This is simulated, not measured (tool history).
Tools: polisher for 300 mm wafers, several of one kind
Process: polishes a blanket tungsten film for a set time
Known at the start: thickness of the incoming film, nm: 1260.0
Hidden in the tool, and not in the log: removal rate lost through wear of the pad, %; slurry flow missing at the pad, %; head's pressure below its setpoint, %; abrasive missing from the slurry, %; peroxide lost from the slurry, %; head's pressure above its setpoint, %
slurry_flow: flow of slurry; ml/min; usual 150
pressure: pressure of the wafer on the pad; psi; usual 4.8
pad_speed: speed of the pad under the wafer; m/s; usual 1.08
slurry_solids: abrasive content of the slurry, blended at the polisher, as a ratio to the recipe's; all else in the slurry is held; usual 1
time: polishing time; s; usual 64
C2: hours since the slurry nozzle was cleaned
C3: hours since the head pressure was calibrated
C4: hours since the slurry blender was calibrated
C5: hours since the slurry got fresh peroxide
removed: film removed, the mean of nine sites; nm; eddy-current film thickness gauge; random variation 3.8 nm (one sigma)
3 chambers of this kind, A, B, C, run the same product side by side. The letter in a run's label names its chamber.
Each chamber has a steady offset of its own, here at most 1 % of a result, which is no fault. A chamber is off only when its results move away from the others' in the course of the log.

run 1A hour=10 | slurry_flow=150 pressure=4.8 pad_speed=1.08 slurry_solids=1 time=64 | wafers_polished_on_this_pad=1022 C2=210.2 C3=246 C4=75.9 C5=54.4 | removed=492.71
-- hour=10.8 chamber B: slurry tank refilled with fresh slurry and peroxide
-- hour=14.5 chamber B: worn pad replaced by a new one
run 2C hour=19.8 | slurry_flow=150 pressure=4.8 pad_speed=1.08 slurry_solids=1 time=64 | wafers_polished_on_this_pad=791 C2=435.2 C3=633.8 C4=169.1 C5=21.1 | removed=494.74
run 3B hour=32 | slurry_flow=150 pressure=4.8 pad_speed=1.08 slurry_solids=1 time=64 | wafers_polished_on_this_pad=184 C2=93.7 C3=425.3 C4=80.4 C5=21.2 | removed=503.11
-- hour=33.5 chamber A: slurry tank refilled with fresh slurry and peroxide
-- hour=36.2 chamber C: worn pad replaced by a new one
run 4A hour=42.8 | slurry_flow=150 pressure=4.8 pad_speed=1.08 slurry_solids=1 time=64 | wafers_polished_on_this_pad=1367 C2=243 C3=278.8 C4=108.7 C5=9.4 | removed=501.74
-- hour=46.8 chamber A: worn pad replaced by a new one
run 5C hour=49.4 | slurry_flow=150 pressure=4.8 pad_speed=1.08 slurry_solids=1 time=64 | wafers_polished_on_this_pad=139 C2=464.8 C3=663.4 C4=198.7 C5=50.7 | removed=495.51
-- hour=50 chamber B: slurry tank refilled with fresh slurry and peroxide
-- hour=61.1 chamber C: slurry tank refilled with fresh slurry and peroxide
run 6B hour=62.1 | slurry_flow=150 pressure=4.8 pad_speed=1.08 slurry_solids=1 time=64 | wafers_polished_on_this_pad=501 C2=123.8 C3=455.4 C4=110.5 C5=12.2 | removed=503.46
run 7A hour=68.8 | slurry_flow=150 pressure=4.8 pad_speed=1.08 slurry_solids=1 time=64 | wafers_polished_on_this_pad=232 C2=269 C3=304.8 C4=134.7 C5=35.4 | removed=504.57
run 8C hour=75.6 | slurry_flow=170 pressure=4.8 pad_speed=1.08 slurry_solids=1 time=49 | wafers_polished_on_this_pad=414 C2=491 C3=689.6 C4=224.9 C5=14.5 | removed=392.62
run 9B hour=84.4 | slurry_flow=170 pressure=4.8 pad_speed=1.08 slurry_solids=1 time=49 | wafers_polished_on_this_pad=736 C2=146.1 C3=477.7 C4=132.8 C5=34.5 | removed=391.28
-- hour=87.4 chamber C: slurry nozzle cleaned
run 10A hour=90.8 | slurry_flow=170 pressure=4.8 pad_speed=1.08 slurry_solids=1 time=49 | wafers_polished_on_this_pad=463 C2=291 C3=326.8 C4=156.7 C5=57.4 | removed=392.97
-- hour=95.8 chamber B: slurry tank refilled with fresh slurry and peroxide
-- hour=95.9 chamber B: worn pad replaced by a new one
-- hour=96.3 chamber A: slurry blender recalibrated
run 11C hour=102.2 | slurry_flow=150 pressure=4.8 pad_speed=1.08 slurry_solids=1 time=64 | wafers_polished_on_this_pad=694 C2=14.8 C3=716.2 C4=251.5 C5=41.1 | removed=500.43
run 12B hour=108.3 | slurry_flow=150 pressure=4.8 pad_speed=1.08 slurry_solids=1 time=64 | wafers_polished_on_this_pad=131 C2=170 C3=501.6 C4=156.7 C5=12.5 | removed=498.07
-- hour=110.4 chamber A: head pressure recalibrated
-- hour=113.5 chamber A: slurry nozzle cleaned
run 13C hour=119.6 | slurry_flow=150 pressure=4.8 pad_speed=1.08 slurry_solids=1 time=64 | wafers_polished_on_this_pad=878 C2=32.2 C3=733.6 C4=268.9 C5=58.5 | removed=501.05
-- hour=121.6 chamber C: slurry tank refilled with fresh slurry and peroxide
run 14B hour=126.7 | slurry_flow=150 pressure=4.8 pad_speed=1.08 slurry_solids=1 time=64 | wafers_polished_on_this_pad=324 C2=188.4 C3=520 C4=175.1 C5=30.9 | removed=500.93
-- hour=133.5 chamber C: worn pad replaced by a new one
-- hour=135.1 chamber A: slurry tank refilled with fresh slurry and peroxide
run 15A hour=136.3 | slurry_flow=150 pressure=4.8 pad_speed=1.08 slurry_solids=1 time=64 | wafers_polished_on_this_pad=942 C2=22.8 C3=25.9 C4=40 C5=1.2 | removed=475.22
run 16A hour=142.8 | slurry_flow=150 pressure=4.8 pad_speed=1.08 slurry_solids=1 time=64 | wafers_polished_on_this_pad=1011 C2=29.3 C3=32.4 C4=46.5 C5=7.7 | removed=470.6
-- hour=146.5 chamber B: slurry tank refilled with fresh slurry and peroxide
run 17C hour=155.4 | slurry_flow=150 pressure=4.8 pad_speed=1.08 slurry_solids=1 time=64 | wafers_polished_on_this_pad=231 C2=68 C3=769.4 C4=304.7 C5=33.8 | removed=509.04
run 18B hour=161.1 | slurry_flow=150 pressure=4.8 pad_speed=1.08 slurry_solids=1 time=64 | wafers_polished_on_this_pad=687 C2=222.8 C3=554.4 C4=209.5 C5=14.7 | removed=507.14
run 19C hour=170.8 | slurry_flow=150 pressure=4.8 pad_speed=1.08 slurry_solids=1 time=64 | wafers_polished_on_this_pad=393 C2=83.4 C3=784.8 C4=320.1 C5=49.2 | removed=494.94
-- hour=171.8 chamber A: worn pad replaced by a new one
-- hour=180.1 chamber B: slurry blender recalibrated
-- hour=181.4 chamber B: worn pad replaced by a new one
run 20B hour=183.4 | slurry_flow=150 pressure=4 pad_speed=1.08 slurry_solids=0.8 time=64 | wafers_polished_on_this_pad=21 C2=245.1 C3=576.7 C4=3.3 C5=37 | removed=400.06
-- hour=185.8 chamber C: slurry tank refilled with fresh slurry and peroxide
run 21A hour=195.3 | slurry_flow=150 pressure=4 pad_speed=1.08 slurry_solids=0.8 time=64 | wafers_polished_on_this_pad=248 C2=81.8 C3=84.9 C4=99 C5=60.2 | removed=374.45
-- hour=196.3 chamber B: slurry tank refilled with fresh slurry and peroxide
run 22C hour=204.3 | slurry_flow=150 pressure=4 pad_speed=1.08 slurry_solids=0.8 time=64 | wafers_polished_on_this_pad=746 C2=116.9 C3=818.3 C4=353.6 C5=18.5 | removed=392.13
run 23B hour=210.1 | slurry_flow=150 pressure=4.8 pad_speed=1.08 slurry_solids=1 time=64 | wafers_polished_on_this_pad=302 C2=271.8 C3=603.4 C4=30 C5=13.8 | removed=503.07
-- hour=217.9 chamber A: slurry tank refilled with fresh slurry and peroxide
run 24A hour=218.7 | slurry_flow=150 pressure=4.8 pad_speed=1.08 slurry_solids=1 time=64 | wafers_polished_on_this_pad=494 C2=105.2 C3=108.3 C4=122.4 C5=0.9 | removed=475.31
run 25C hour=227.5 | slurry_flow=150 pressure=4.8 pad_speed=1.08 slurry_solids=1 time=64 | wafers_polished_on_this_pad=990 C2=140.1 C3=841.5 C4=376.8 C5=41.7 | removed=498.43

What goes on in this fleet: one chamber off, a drifting gauge, or nothing beyond the chambers' own small offsets? Name the chamber and the cause, if any.

A service left chamber A off against the others.
Cause: head's pressure below its setpoint, % = 6.

Here are 4 candidates for chamber A's next run, each the usual settings with a change, their results left as question marks. Which one brings its results back in line with what the others give on the usual settings?
In line means no further than this from the other chambers' mean on the usual settings: removed 13 nm
run 26A-1 hour=236.7 | slurry_flow=150 pressure=4.8 pad_speed=1.1 slurry_solids=1 time=64 | removed=?
run 26A-2 hour=236.7 | slurry_flow=135 pressure=4.8 pad_speed=1.08 slurry_solids=1 time=64 | removed=?
run 26A-3 hour=236.7 | slurry_flow=150 pressure=4.8 pad_speed=1.14 slurry_solids=1 time=64 | removed=?
run 26A-4 hour=236.7 | slurry_flow=150 pressure=4.7 pad_speed=1.06 slurry_solids=1 time=63 | removed=?

The other chambers' mean on the usual settings: removed 500.8 nm
run=26A-1 removed=481.01
run=26A-2 removed=463.55
run=26A-3 removed=498.25
run=26A-4 removed=446.88
26A-3 brings the chamber back in line.

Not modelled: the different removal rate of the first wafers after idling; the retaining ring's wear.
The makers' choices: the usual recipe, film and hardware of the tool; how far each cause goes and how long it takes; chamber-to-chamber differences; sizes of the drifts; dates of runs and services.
